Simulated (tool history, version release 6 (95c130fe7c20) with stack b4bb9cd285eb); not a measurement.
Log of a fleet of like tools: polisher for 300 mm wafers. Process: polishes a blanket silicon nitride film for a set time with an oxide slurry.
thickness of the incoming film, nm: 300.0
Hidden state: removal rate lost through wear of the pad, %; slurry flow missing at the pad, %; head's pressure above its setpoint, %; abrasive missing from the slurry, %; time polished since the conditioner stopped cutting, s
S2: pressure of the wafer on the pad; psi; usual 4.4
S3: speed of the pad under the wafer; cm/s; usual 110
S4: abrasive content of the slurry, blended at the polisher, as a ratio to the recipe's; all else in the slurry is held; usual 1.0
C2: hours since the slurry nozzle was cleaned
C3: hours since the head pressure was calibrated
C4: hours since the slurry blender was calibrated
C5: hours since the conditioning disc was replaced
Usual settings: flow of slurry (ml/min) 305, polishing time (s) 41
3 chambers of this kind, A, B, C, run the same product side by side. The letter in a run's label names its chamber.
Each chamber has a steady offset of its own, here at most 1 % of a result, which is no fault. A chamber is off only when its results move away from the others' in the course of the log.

{"run": "1A", "hour": 6.7, "flow of slurry (ml/min)": 305, "S2": 4.4, "S3": 110, "S4": 1.0, "polishing time (s)": 41, "wafers polished on this pad": 654, "C2": 135.3, "C3": 42.3, "C4": 13.8, "C5": 129.4, "film removed (angstrom)": 352.61}
{"run": "2B", "hour": 13.2, "flow of slurry (ml/min)": 305, "S2": 4.4, "S3": 110, "S4": 1.0, "polishing time (s)": 41, "wafers polished on this pad": 774, "C2": 134.7, "C3": 495.1, "C4": 139.2, "C5": 278.8, "film removed (angstrom)": 363.89}
{"run": "3C", "hour": 21.0, "flow of slurry (ml/min)": 305, "S2": 4.4, "S3": 110, "S4": 1.0, "polishing time (s)": 41, "wafers polished on this pad": 975, "C2": 375.6, "C3": 114.8, "C4": 121.6, "C5": 63.1, "film removed (angstrom)": 353.53}
{"run": "4B", "hour": 25.0, "flow of slurry (ml/min)": 305, "S2": 4.4, "S3": 110, "S4": 1.0, "polishing time (s)": 41, "wafers polished on this pad": 896, "C2": 146.5, "C3": 506.9, "C4": 151.0, "C5": 290.6, "film removed (angstrom)": 357.76}
{"run": "5A", "hour": 32.6, "flow of slurry (ml/min)": 305, "S2": 4.4, "S3": 110, "S4": 1.0, "polishing time (s)": 41, "wafers polished on this pad": 922, "C2": 161.2, "C3": 68.2, "C4": 39.7, "C5": 155.3, "film removed (angstrom)": 357.26}
{"run": "6C", "hour": 38.6, "flow of slurry (ml/min)": 305, "S2": 5.8, "S3": 110, "S4": 1.2, "polishing time (s)": 41, "wafers polished on this pad": 1157, "C2": 393.2, "C3": 132.4, "C4": 139.2, "C5": 80.7, "film removed (angstrom)": 515.07}
{"hour": 38.9, "done": "chamber B: worn pad replaced by a new one"}
{"hour": 39.5, "done": "chamber C: worn pad replaced by a new one"}
{"run": "7C", "hour": 46.2, "flow of slurry (ml/min)": 305, "S2": 5.8, "S3": 110, "S4": 1.2, "polishing time (s)": 41, "wafers polished on this pad": 69, "C2": 400.8, "C3": 140.0, "C4": 146.8, "C5": 88.3, "film removed (angstrom)": 514.64}
{"run": "8B", "hour": 53.4, "flow of slurry (ml/min)": 305, "S2": 5.8, "S3": 110, "S4": 1.2, "polishing time (s)": 41, "wafers polished on this pad": 150, "C2": 174.9, "C3": 535.3, "C4": 179.4, "C5": 319.0, "film removed (angstrom)": 512.03}
{"run": "9A", "hour": 58.8, "flow of slurry (ml/min)": 305, "S2": 4.4, "S3": 110, "S4": 1.0, "polishing time (s)": 41, "wafers polished on this pad": 1193, "C2": 187.4, "C3": 94.4, "C4": 65.9, "C5": 181.5, "film removed (angstrom)": 358.63}
{"run": "10C", "hour": 65.1, "flow of slurry (ml/min)": 305, "S2": 4.4, "S3": 110, "S4": 1.0, "polishing time (s)": 41, "wafers polished on this pad": 265, "C2": 419.7, "C3": 158.9, "C4": 165.7, "C5": 107.2, "film removed (angstrom)": 344.67}
{"hour": 66.1, "done": "chamber A: worn pad replaced by a new one"}
{"hour": 69.9, "done": "chamber C: conditioning disc replaced and pad reconditioned"}
{"run": "11A", "hour": 72.0, "flow of slurry (ml/min)": 305, "S2": 4.4, "S3": 110, "S4": 1.0, "polishing time (s)": 41, "wafers polished on this pad": 61, "C2": 200.6, "C3": 107.6, "C4": 79.1, "C5": 194.7, "film removed (angstrom)": 347.31}
{"run": "12B", "hour": 76.8, "flow of slurry (ml/min)": 305, "S2": 4.4, "S3": 110, "S4": 1.0, "polishing time (s)": 41, "wafers polished on this pad": 392, "C2": 198.3, "C3": 558.7, "C4": 202.8, "C5": 342.4, "film removed (angstrom)": 355.43}
{"run": "13C", "hour": 83.2, "flow of slurry (ml/min)": 305, "S2": 4.4, "S3": 110, "S4": 1.0, "polishing time (s)": 41, "wafers polished on this pad": 452, "C2": 437.8, "C3": 177.0, "C4": 183.8, "C5": 13.4, "film removed (angstrom)": 344.02}
{"run": "14A", "hour": 87.3, "flow of slurry (ml/min)": 305, "S2": 4.4, "S3": 110, "S4": 1.0, "polishing time (s)": 41, "wafers polished on this pad": 219, "C2": 215.9, "C3": 122.9, "C4": 94.4, "C5": 210.0, "film removed (angstrom)": 353.64}
{"run": "15B", "hour": 92.5, "flow of slurry (ml/min)": 305, "S2": 4.4, "S3": 110, "S4": 1.0, "polishing time (s)": 41, "wafers polished on this pad": 554, "C2": 214.0, "C3": 574.4, "C4": 218.5, "C5": 358.1, "film removed (angstrom)": 352.31}
{"hour": 93.6, "done": "chamber A: conditioning disc replaced and pad reconditioned"}
{"run": "16B", "hour": 98.0, "flow of slurry (ml/min)": 305, "S2": 4.4, "S3": 110, "S4": 1.0, "polishing time (s)": 41, "wafers polished on this pad": 611, "C2": 219.5, "C3": 579.9, "C4": 224.0, "C5": 363.6, "film removed (angstrom)": 352.74}
{"run": "17A", "hour": 103.0, "flow of slurry (ml/min)": 305, "S2": 4.4, "S3": 110, "S4": 1.0, "polishing time (s)": 41, "wafers polished on this pad": 382, "C2": 231.6, "C3": 138.6, "C4": 110.1, "C5": 9.4, "film removed (angstrom)": 357.77}
{"run": "18C", "hour": 109.3, "flow of slurry (ml/min)": 305, "S2": 4.4, "S3": 110, "S4": 1.0, "polishing time (s)": 41, "wafers polished on this pad": 722, "C2": 463.9, "C3": 203.1, "C4": 209.9, "C5": 39.5, "film removed (angstrom)": 327.97}
{"hour": 111.6, "done": "chamber A: slurry blender recalibrated"}
{"run": "19C", "hour": 116.1, "flow of slurry (ml/min)": 305, "S2": 4.4, "S3": 110, "S4": 1.0, "polishing time (s)": 41, "wafers polished on this pad": 792, "C2": 470.7, "C3": 209.9, "C4": 216.7, "C5": 46.3, "film removed (angstrom)": 334.56}
{"run": "20A", "hour": 123.8, "flow of slurry (ml/min)": 305, "S2": 4.4, "S3": 110, "S4": 1.0, "polishing time (s)": 41, "wafers polished on this pad": 597, "C2": 252.4, "C3": 159.4, "C4": 12.3, "C5": 30.2, "film removed (angstrom)": 352.46}
{"run": "21B", "hour": 128.5, "flow of slurry (ml/min)": 305, "S2": 4.4, "S3": 110, "S4": 1.0, "polishing time (s)": 41, "wafers polished on this pad": 927, "C2": 250.0, "C3": 610.4, "C4": 254.5, "C5": 394.1, "film removed (angstrom)": 357.96}
{"run": "22C", "hour": 133.6, "flow of slurry (ml/min)": 305, "S2": 4.4, "S3": 110, "S4": 1.0, "polishing time (s)": 41, "wafers polished on this pad": 973, "C2": 488.2, "C3": 227.4, "C4": 234.2, "C5": 63.8, "film removed (angstrom)": 323.17}
{"run": "23A", "hour": 137.4, "flow of slurry (ml/min)": 305, "S2": 4.4, "S3": 110, "S4": 1.0, "polishing time (s)": 41, "wafers polished on this pad": 738, "C2": 266.0, "C3": 173.0, "C4": 25.9, "C5": 43.8, "film removed (angstrom)": 353.14}
{"run": "24B", "hour": 145.3, "flow of slurry (ml/min)": 305, "S2": 4.4, "S3": 110, "S4": 1.0, "polishing time (s)": 41, "wafers polished on this pad": 1100, "C2": 266.8, "C3": 627.2, "C4": 271.3, "C5": 410.9, "film removed (angstrom)": 354.79}
{"run": "25C", "hour": 148.8, "flow of slurry (ml/min)": 305, "S2": 4.4, "S3": 110, "S4": 1.0, "polishing time (s)": 41, "wafers polished on this pad": 1130, "C2": 503.4, "C3": 242.6, "C4": 249.4, "C5": 79.0, "film removed (angstrom)": 315.18}

What goes on in this fleet: one chamber off, a drifting gauge, or nothing beyond the chambers' own small offsets? Name the chamber and the cause, if any.

Chamber C drifts away from the others.
Cause: abrasive missing from the slurry, % = 22.9.
The log may not tell that from: removal rate lost through wear of the pad, %; head's pressure below its setpoint, %.

Here are 4 candidates for chamber C's next run, each the usual settings with a change, their results left as question marks. Which one brings its results back in line with what the others give on the usual settings?
In line means no further than this from the other chambers' mean on the usual settings: film removed (angstrom) 11.00
{"run": "26C-1", "hour": 154.4, "flow of slurry (ml/min)": 305, "S2": 4.5, "S3": 112, "S4": 1.0, "polishing time (s)": 42, "film removed (angstrom)": "?"}
{"run": "26C-2", "hour": 154.4, "flow of slurry (ml/min)": 305, "S2": 4.8, "S3": 110, "S4": 1.05, "polishing time (s)": 41, "film removed (angstrom)": "?"}
{"run": "26C-3", "hour": 154.4, "flow of slurry (ml/min)": 295, "S2": 4.4, "S3": 110, "S4": 0.9, "polishing time (s)": 41, "film removed (angstrom)": "?"}
{"run": "26C-4", "hour": 154.4, "flow of slurry (ml/min)": 305, "S2": 4.2, "S3": 106, "S4": 1.0, "polishing time (s)": 39, "film removed (angstrom)": "?"}

The other chambers' mean on the usual settings: film removed (angstrom) 355.65
run=26C-1 film_removed_(angstrom)=333.98
run=26C-2 film_removed_(angstrom)=351.81
run=26C-3 film_removed_(angstrom)=295.93
run=26C-4 film_removed_(angstrom)=276.95
26C-2 brings the chamber back in line.

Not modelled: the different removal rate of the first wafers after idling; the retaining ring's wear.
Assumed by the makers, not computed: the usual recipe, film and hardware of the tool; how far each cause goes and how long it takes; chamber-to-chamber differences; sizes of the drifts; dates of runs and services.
